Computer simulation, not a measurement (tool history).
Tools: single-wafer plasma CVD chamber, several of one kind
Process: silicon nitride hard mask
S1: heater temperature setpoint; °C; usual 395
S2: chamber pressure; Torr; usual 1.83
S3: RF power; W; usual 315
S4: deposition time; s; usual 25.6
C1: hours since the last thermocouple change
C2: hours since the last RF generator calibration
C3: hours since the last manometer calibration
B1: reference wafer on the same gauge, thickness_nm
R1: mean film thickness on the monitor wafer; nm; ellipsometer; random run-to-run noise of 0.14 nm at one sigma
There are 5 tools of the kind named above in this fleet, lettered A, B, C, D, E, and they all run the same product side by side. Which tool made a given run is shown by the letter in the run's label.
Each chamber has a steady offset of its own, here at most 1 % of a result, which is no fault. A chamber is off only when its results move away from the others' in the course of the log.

run,hour,S1,S2,S3,S4,C1,C2,C3,B1,R1
1D,7.1,395,1.83,315,25.6,308.3,987.5,829.4,37.986,31.818
2C,11.4,395,1.83,315,25.6,894.7,955.6,931.5,37.996,32.142
3E,19.2,395,1.83,315,25.6,2561.5,193.7,190.0,38.009,31.295
4A,23.2,395,1.83,315,25.6,1807.9,1109.4,374.9,38.001,31.604
5B,30.1,395,1.83,315,25.6,146.5,220.0,2183.3,38.060,31.731
6D,37.2,395,1.83,315,25.6,338.4,1017.6,859.5,37.980,31.529
7C,45.3,395,1.83,315,25.6,928.6,989.5,965.4,37.976,31.917
8E,52.1,395,1.83,315,25.6,2594.4,226.6,222.9,37.984,31.629
9B,58.7,395,1.83,315,25.6,175.1,248.6,2211.9,38.013,31.777
10A,64.1,395,1.83,315,25.6,1848.8,1150.3,415.8,37.997,31.618
# hour 67.6: chamber E: thermocouple changed; heater temperature recalibrated
11D,71.6,395,1.83,315,25.6,372.8,1052.0,893.9,37.968,31.456
12A,76.2,395,1.83,315,25.6,1860.9,1162.4,427.9,38.042,31.501
13C,82.6,395,1.83,315,25.6,965.9,1026.8,1002.7,38.034,32.072
14B,87.6,395,1.83,315,25.6,204.0,277.5,2240.8,38.033,31.840
15E,91.5,395,1.83,315,25.6,23.9,266.0,262.3,37.980,31.401
16C,97.9,395,1.83,315,25.6,981.2,1042.1,1018.0,37.990,31.831
17B,101.6,395,1.83,315,25.6,218.0,291.5,2254.8,37.980,31.723
18E,108.6,395,1.83,315,25.6,41.0,283.1,279.4,37.990,31.521
19A,116.5,395,1.48,260,25.6,1901.2,1202.7,468.2,38.023,26.188
20D,121.4,395,1.48,260,25.6,422.6,1101.8,943.7,37.995,25.642
21D,129.5,395,1.48,260,25.6,430.7,1109.9,951.8,37.996,25.475
22C,133.8,395,1.48,260,25.6,1017.1,1078.0,1053.9,37.994,26.326
23E,141.3,395,1.48,260,25.6,73.7,315.8,312.1,38.000,25.676
24B,145.8,395,1.60,315,25.6,262.2,335.7,2299.0,37.978,30.682
25A,150.8,395,1.60,315,25.6,1935.5,1237.0,502.5,38.027,30.635
26A,156.8,395,1.60,315,25.6,1941.5,1243.0,508.5,38.012,30.353
27E,162.9,395,1.60,315,25.6,95.3,337.4,333.7,37.960,30.303
28B,171.0,395,1.60,315,25.6,287.4,360.9,2324.2,37.964,30.618
29D,176.1,395,1.83,315,25.6,477.3,1156.5,998.4,38.005,30.713
30C,184.2,395,1.83,315,25.6,1067.5,1128.4,1104.3,38.011,31.934
31A,192.1,395,1.83,315,25.6,1976.8,1278.3,543.8,37.994,31.625
32C,200.0,395,1.83,315,25.6,1083.3,1144.2,1120.1,37.964,32.106

Does one chamber stand apart from the rest, does the shared gauge drift, or is all well apart from small per-chamber offsets? Give the chamber and the most likely cause, where there is one.

It is chamber D that slowly wanders off from its peers.
Most likely cause: delivered RF power below the setpoint (%) = 5.8.

Here are 4 candidates for chamber D's next run, each the usual settings with a change, their results left as question marks. Which one brings its results back in line with what the others give on the usual settings?
In line means no further than this from the other chambers' mean on the usual settings: R1 0.500 nm
33D-1,205.9,395,1.87,325,26.8,,,,,?
33D-2,205.9,394,2.07,315,25.6,,,,,?
33D-3,205.9,395,1.83,310,24.9,,,,,?
33D-4,205.9,395,1.83,315,23.7,,,,,?

The other chambers' mean on the usual settings: R1 31.701 nm
run,R1
33D-1,32.836
33D-2,31.602
33D-3,29.389
33D-4,28.279
With 33D-2, the chamber falls back in line with the rest.
